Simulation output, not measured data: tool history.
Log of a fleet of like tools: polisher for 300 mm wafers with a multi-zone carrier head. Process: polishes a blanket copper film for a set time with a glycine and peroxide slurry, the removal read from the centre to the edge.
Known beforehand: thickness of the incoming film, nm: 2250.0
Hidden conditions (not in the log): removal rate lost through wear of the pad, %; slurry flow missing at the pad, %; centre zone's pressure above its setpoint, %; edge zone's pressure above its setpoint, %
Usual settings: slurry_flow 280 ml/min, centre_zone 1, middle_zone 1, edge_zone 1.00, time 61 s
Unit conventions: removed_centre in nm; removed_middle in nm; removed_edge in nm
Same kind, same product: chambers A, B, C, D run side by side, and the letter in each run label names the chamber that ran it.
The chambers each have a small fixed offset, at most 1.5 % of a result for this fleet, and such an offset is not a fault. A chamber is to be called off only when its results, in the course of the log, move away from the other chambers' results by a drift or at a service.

run,hour,slurry_flow,centre_zone,middle_zone,edge_zone,time,wafers polished on this pad,hours since the slurry nozzle was cleaned,hours since the centre zone pressure was calibrated,hours since the edge zone pressure was calibrated,removed_centre,removed_middle,removed_edge
# hour 4.3: chamber D: worn pad replaced by a new one
1B,7.6,280,1,1,1.00,61,602,18.8,163.1,224.1,381.77,398.46,376.55
# hour 10.4: chamber A: slurry nozzle cleaned
2D,15.2,280,1,1,1.00,61,133,51.0,744.1,132.1,386.08,383.63,387.59
# hour 17.3: chamber C: worn pad replaced by a new one
3C,20.4,280,1,1,1.00,61,38,148.0,705.7,519.9,392.16,379.77,382.22
# hour 23.0: chamber B: worn pad replaced by a new one
4A,23.8,280,1,1,1.00,61,593,13.5,705.1,277.4,382.95,375.53,380.05
5C,27.3,280,1,1,1.00,61,123,154.9,712.6,526.8,386.97,391.55,385.00
6A,33.9,280,1,1,1.00,61,716,23.6,715.2,287.5,386.90,384.63,383.74
7D,39.9,280,1,1,1.00,61,436,75.7,768.8,156.8,375.96,386.01,389.45
8B,45.1,280,1,1,1.00,61,271,56.3,200.6,261.6,392.19,384.67,381.22
9D,49.9,280,1,1,1.00,61,559,85.7,778.8,166.8,390.30,375.44,382.25
10C,56.2,280,1,1,1.00,61,477,183.8,741.5,555.7,403.64,397.05,383.72
# hour 58.5: chamber C: worn pad replaced by a new one
11A,59.6,280,1,1,1.00,61,1031,49.3,740.9,313.2,386.20,382.73,385.92
12B,66.3,280,1,1,1.00,61,531,77.5,221.8,282.8,389.31,385.79,382.90
13A,72.5,280,1,1,1.00,61,1190,62.2,753.8,326.1,385.72,396.02,391.56
# hour 76.5: chamber A: worn pad replaced by a new one
14D,76.6,280,1,1,1.00,61,886,112.4,805.5,193.5,388.48,386.61,386.68
15B,80.3,280,1,1,1.05,61,702,91.5,235.8,296.8,391.69,386.55,399.27
16C,85.8,280,1,1,1.05,61,335,213.4,771.1,585.3,404.51,395.72,402.25
17D,91.3,280,1,1,1.05,61,1066,127.1,820.2,208.2,386.58,390.64,400.30
18A,95.7,280,1,1,1.05,61,235,85.4,777.0,349.3,381.97,381.76,396.98
# hour 100.2: chamber C: worn pad replaced by a new one
19C,101.1,280,1,1,1.00,61,12,228.7,786.4,600.6,415.93,384.38,392.58
# hour 102.1: chamber B: worn pad replaced by a new one
20B,105.4,280,1,1,1.00,61,40,116.6,260.9,321.9,385.43,398.17,381.79
# hour 111.5: chamber D: worn pad replaced by a new one
21A,111.8,280,1,1,1.00,61,433,101.5,793.1,365.4,384.03,380.98,377.51
22B,115.3,280,1,1,1.00,61,161,126.5,270.8,331.8,387.19,380.46,385.69
23C,120.6,280,1,1,1.00,61,251,248.2,805.9,620.1,421.25,378.10,390.89
24D,125.1,280,1,1,1.00,61,167,160.9,854.0,242.0,378.70,388.35,392.09
25D,131.5,185,1,1,1.00,46,245,167.3,860.4,248.4,277.17,275.80,282.38
26B,136.0,185,1,1,1.00,46,415,147.2,291.5,352.5,280.18,276.37,273.64

The same settings go to every chamber for the next run, one line per chamber below. Forecast the results for each:
27A,141.5,280,1,1,1.00,61,,,,,?,?,?
27B,141.5,280,1,1,1.00,61,,,,,?,?,?
27C,141.5,280,1,1,1.00,61,,,,,?,?,?
27D,141.5,280,1,1,1.00,61,,,,,?,?,?

run,removed_centre,removed_middle,removed_edge
27A,387.73,385.24,376.87
27B,389.98,385.42,387.36
27C,420.27,376.20,381.51
27D,382.82,386.37,383.55

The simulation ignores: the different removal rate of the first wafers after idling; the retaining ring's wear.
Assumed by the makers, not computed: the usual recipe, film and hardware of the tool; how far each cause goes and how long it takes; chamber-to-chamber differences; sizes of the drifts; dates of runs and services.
